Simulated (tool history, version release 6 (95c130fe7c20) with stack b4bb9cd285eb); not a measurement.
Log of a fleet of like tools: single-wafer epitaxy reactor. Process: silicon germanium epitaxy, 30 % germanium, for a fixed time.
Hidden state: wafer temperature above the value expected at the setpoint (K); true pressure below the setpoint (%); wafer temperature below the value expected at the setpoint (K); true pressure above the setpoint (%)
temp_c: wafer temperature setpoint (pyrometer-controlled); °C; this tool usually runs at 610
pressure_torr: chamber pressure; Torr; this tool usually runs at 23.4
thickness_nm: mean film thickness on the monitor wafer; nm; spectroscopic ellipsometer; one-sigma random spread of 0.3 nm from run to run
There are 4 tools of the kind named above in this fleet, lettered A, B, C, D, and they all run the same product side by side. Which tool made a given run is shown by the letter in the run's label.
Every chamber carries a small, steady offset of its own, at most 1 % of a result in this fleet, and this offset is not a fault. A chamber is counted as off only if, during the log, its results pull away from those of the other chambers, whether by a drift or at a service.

| run | hour | temp_c | pressure_torr | hours since the last pyrometer calibration | hours since the last manometer calibration | read-back reference wafer on the same gauge, thickness_nm | thickness_nm |
|---|---|---|---|---|---|---|---|
| 1B | 10.8 | 610 | 23.4 | 972.8 | 767.0 | 62.841 | 75.988 |
| 2A | 20.5 | 610 | 23.4 | 27.3 | 659.8 | 62.952 | 74.717 |
| 3D | 35.2 | 610 | 23.4 | 1055.0 | 1640.3 | 62.950 | 75.688 |
| 4C | 51.3 | 610 | 23.4 | 1613.5 | 597.5 | 62.880 | 75.629 |
| 5C | 62.5 | 610 | 23.4 | 1624.7 | 608.7 | 62.846 | 75.448 |
|  | 70.1 | chamber C: pyrometer calibrated |
| 6B | 74.1 | 610 | 20.5 | 1036.1 | 830.3 | 62.953 | 71.973 |
| 7D | 85.8 | 610 | 20.5 | 1105.6 | 1690.9 | 62.932 | 71.948 |
| 8A | 96.0 | 610 | 20.5 | 102.8 | 735.3 | 62.905 | 71.151 |
| 9C | 107.5 | 610 | 20.5 | 37.4 | 653.7 | 62.975 | 71.186 |
| 10D | 115.7 | 610 | 23.4 | 1135.5 | 1720.8 | 62.944 | 75.166 |
| 11A | 130.1 | 610 | 23.4 | 136.9 | 769.4 | 62.907 | 74.907 |
| 12B | 145.5 | 610 | 23.4 | 1107.5 | 901.7 | 62.855 | 75.187 |
| 13D | 156.8 | 610 | 23.4 | 1176.6 | 1761.9 | 62.915 | 75.841 |
| 14B | 164.2 | 610 | 23.4 | 1126.2 | 920.4 | 62.859 | 75.799 |
| 15A | 171.7 | 610 | 23.4 | 178.5 | 811.0 | 62.927 | 75.185 |
| 16C | 182.1 | 610 | 23.4 | 112.0 | 728.3 | 62.925 | 74.908 |
| 17B | 191.9 | 610 | 23.4 | 1153.9 | 948.1 | 62.930 | 75.772 |
| 18C | 202.9 | 610 | 23.4 | 132.8 | 749.1 | 62.860 | 75.386 |
| 19D | 219.1 | 610 | 23.4 | 1238.9 | 1824.2 | 62.857 | 75.516 |
|  | 230.8 | chamber B: capacitance manometer re-zeroed and calibrated |
| 20A | 232.8 | 610 | 23.4 | 239.6 | 872.1 | 62.916 | 74.725 |
| 21B | 243.1 | 610 | 23.4 | 1205.1 | 12.3 | 62.945 | 75.341 |
| 22D | 251.4 | 610 | 23.4 | 1271.2 | 1856.5 | 62.888 | 75.427 |
| 23A | 267.2 | 610 | 23.4 | 274.0 | 906.5 | 62.915 | 74.627 |
| 24C | 282.1 | 610 | 23.4 | 212.0 | 828.3 | 62.875 | 75.096 |
| 25D | 291.5 | 610 | 23.4 | 1311.3 | 1896.6 | 62.988 | 75.705 |
| 26C | 304.3 | 610 | 23.4 | 234.2 | 850.5 | 62.894 | 75.365 |
|  | 307.7 | chamber D: capacitance manometer re-zeroed and calibrated |
| 27B | 314.8 | 610 | 23.4 | 1276.8 | 84.0 | 62.873 | 75.644 |
| 28A | 328.9 | 610 | 23.4 | 335.7 | 968.2 | 62.918 | 75.297 |
| 29C | 341.4 | 610 | 23.4 | 271.3 | 887.6 | 62.902 | 75.347 |
| 30D | 355.1 | 610 | 23.4 | 1374.9 | 47.4 | 62.885 | 76.081 |

What goes on in this fleet: one chamber off, a drifting gauge, or nothing beyond the chambers' own small offsets? Name the chamber and the cause, if any.

Nothing is wrong: each chamber keeps only its own small, steady offset and the gauge holds still.

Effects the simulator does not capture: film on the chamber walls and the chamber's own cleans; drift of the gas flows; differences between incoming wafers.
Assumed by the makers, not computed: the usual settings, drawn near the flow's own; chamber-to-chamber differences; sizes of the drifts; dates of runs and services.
